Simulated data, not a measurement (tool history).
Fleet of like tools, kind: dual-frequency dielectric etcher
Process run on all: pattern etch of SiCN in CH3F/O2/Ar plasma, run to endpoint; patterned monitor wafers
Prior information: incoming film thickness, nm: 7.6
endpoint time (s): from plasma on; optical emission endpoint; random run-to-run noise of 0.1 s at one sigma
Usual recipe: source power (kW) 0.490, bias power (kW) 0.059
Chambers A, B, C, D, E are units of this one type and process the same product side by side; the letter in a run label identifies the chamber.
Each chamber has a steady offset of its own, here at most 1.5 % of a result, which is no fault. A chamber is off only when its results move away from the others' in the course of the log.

{"run": "1E", "hour": 2.8, "source power (kW)": 0.49, "bias power (kW)": 0.059, "endpoint time (s)": 20.158}
{"run": "2A", "hour": 5.0, "source power (kW)": 0.49, "bias power (kW)": 0.059, "endpoint time (s)": 20.329}
{"run": "3D", "hour": 7.3, "source power (kW)": 0.49, "bias power (kW)": 0.059, "endpoint time (s)": 20.273}
{"run": "4C", "hour": 9.2, "source power (kW)": 0.49, "bias power (kW)": 0.059, "endpoint time (s)": 19.818}
{"run": "5B", "hour": 11.8, "source power (kW)": 0.49, "bias power (kW)": 0.059, "endpoint time (s)": 20.269}
{"run": "6B", "hour": 13.8, "source power (kW)": 0.42, "bias power (kW)": 0.059, "endpoint time (s)": 21.406}
{"run": "7E", "hour": 17.4, "source power (kW)": 0.42, "bias power (kW)": 0.059, "endpoint time (s)": 21.2}
{"run": "8A", "hour": 19.3, "source power (kW)": 0.42, "bias power (kW)": 0.059, "endpoint time (s)": 21.428}
{"run": "9D", "hour": 22.2, "source power (kW)": 0.42, "bias power (kW)": 0.059, "endpoint time (s)": 21.43}
{"hour": 24.2, "done": "chamber B: wet clean of the chamber"}
{"run": "10C", "hour": 24.6, "source power (kW)": 0.42, "bias power (kW)": 0.059, "endpoint time (s)": 21.115}
{"run": "11C", "hour": 27.5, "source power (kW)": 0.49, "bias power (kW)": 0.059, "endpoint time (s)": 19.877}
{"run": "12E", "hour": 29.9, "source power (kW)": 0.49, "bias power (kW)": 0.059, "endpoint time (s)": 20.197}
{"hour": 33.0, "done": "chamber D: wet clean of the chamber"}
{"run": "13A", "hour": 33.2, "source power (kW)": 0.59, "bias power (kW)": 0.059, "endpoint time (s)": 18.982}
{"run": "14D", "hour": 35.5, "source power (kW)": 0.59, "bias power (kW)": 0.059, "endpoint time (s)": 18.137}
{"run": "15B", "hour": 38.4, "source power (kW)": 0.59, "bias power (kW)": 0.059, "endpoint time (s)": 18.628}
{"run": "16D", "hour": 41.5, "source power (kW)": 0.59, "bias power (kW)": 0.059, "endpoint time (s)": 18.087}
{"run": "17B", "hour": 43.4, "source power (kW)": 0.59, "bias power (kW)": 0.059, "endpoint time (s)": 18.955}
{"run": "18A", "hour": 45.7, "source power (kW)": 0.49, "bias power (kW)": 0.059, "endpoint time (s)": 20.198}
{"run": "19E", "hour": 48.0, "source power (kW)": 0.49, "bias power (kW)": 0.059, "endpoint time (s)": 20.035}
{"run": "20C", "hour": 49.9, "source power (kW)": 0.49, "bias power (kW)": 0.059, "endpoint time (s)": 20.009}
{"run": "21E", "hour": 53.1, "source power (kW)": 0.49, "bias power (kW)": 0.045, "endpoint time (s)": 21.964}
{"run": "22C", "hour": 56.3, "source power (kW)": 0.49, "bias power (kW)": 0.045, "endpoint time (s)": 21.629}
{"run": "23B", "hour": 60.0, "source power (kW)": 0.49, "bias power (kW)": 0.045, "endpoint time (s)": 21.872}
{"run": "24D", "hour": 62.1, "source power (kW)": 0.49, "bias power (kW)": 0.045, "endpoint time (s)": 21.5}
{"run": "25A", "hour": 64.2, "source power (kW)": 0.49, "bias power (kW)": 0.045, "endpoint time (s)": 22.222}
{"run": "26D", "hour": 66.9, "source power (kW)": 0.49, "bias power (kW)": 0.059, "endpoint time (s)": 19.576}
{"run": "27E", "hour": 71.0, "source power (kW)": 0.49, "bias power (kW)": 0.059, "endpoint time (s)": 20.174}
{"run": "28B", "hour": 73.7, "source power (kW)": 0.44, "bias power (kW)": 0.059, "endpoint time (s)": 21.02}
{"run": "29A", "hour": 76.8, "source power (kW)": 0.44, "bias power (kW)": 0.059, "endpoint time (s)": 21.08}
{"run": "30C", "hour": 79.3, "source power (kW)": 0.44, "bias power (kW)": 0.059, "endpoint time (s)": 20.827}

Each of the 5 chambers runs these same settings next. Fill in every chamber's results:
{"run": "31A", "hour": 82.3, "source power (kW)": 0.55, "bias power (kW)": 0.059, "endpoint time (s)": "?"}
{"run": "31B", "hour": 82.3, "source power (kW)": 0.55, "bias power (kW)": 0.059, "endpoint time (s)": "?"}
{"run": "31C", "hour": 82.3, "source power (kW)": 0.55, "bias power (kW)": 0.059, "endpoint time (s)": "?"}
{"run": "31D", "hour": 82.3, "source power (kW)": 0.55, "bias power (kW)": 0.059, "endpoint time (s)": "?"}
{"run": "31E", "hour": 82.3, "source power (kW)": 0.55, "bias power (kW)": 0.059, "endpoint time (s)": "?"}

run=31A endpoint_time_(s)=19.679
run=31B endpoint_time_(s)=19.389
run=31C endpoint_time_(s)=19.259
run=31D endpoint_time_(s)=18.698
run=31E endpoint_time_(s)=19.196
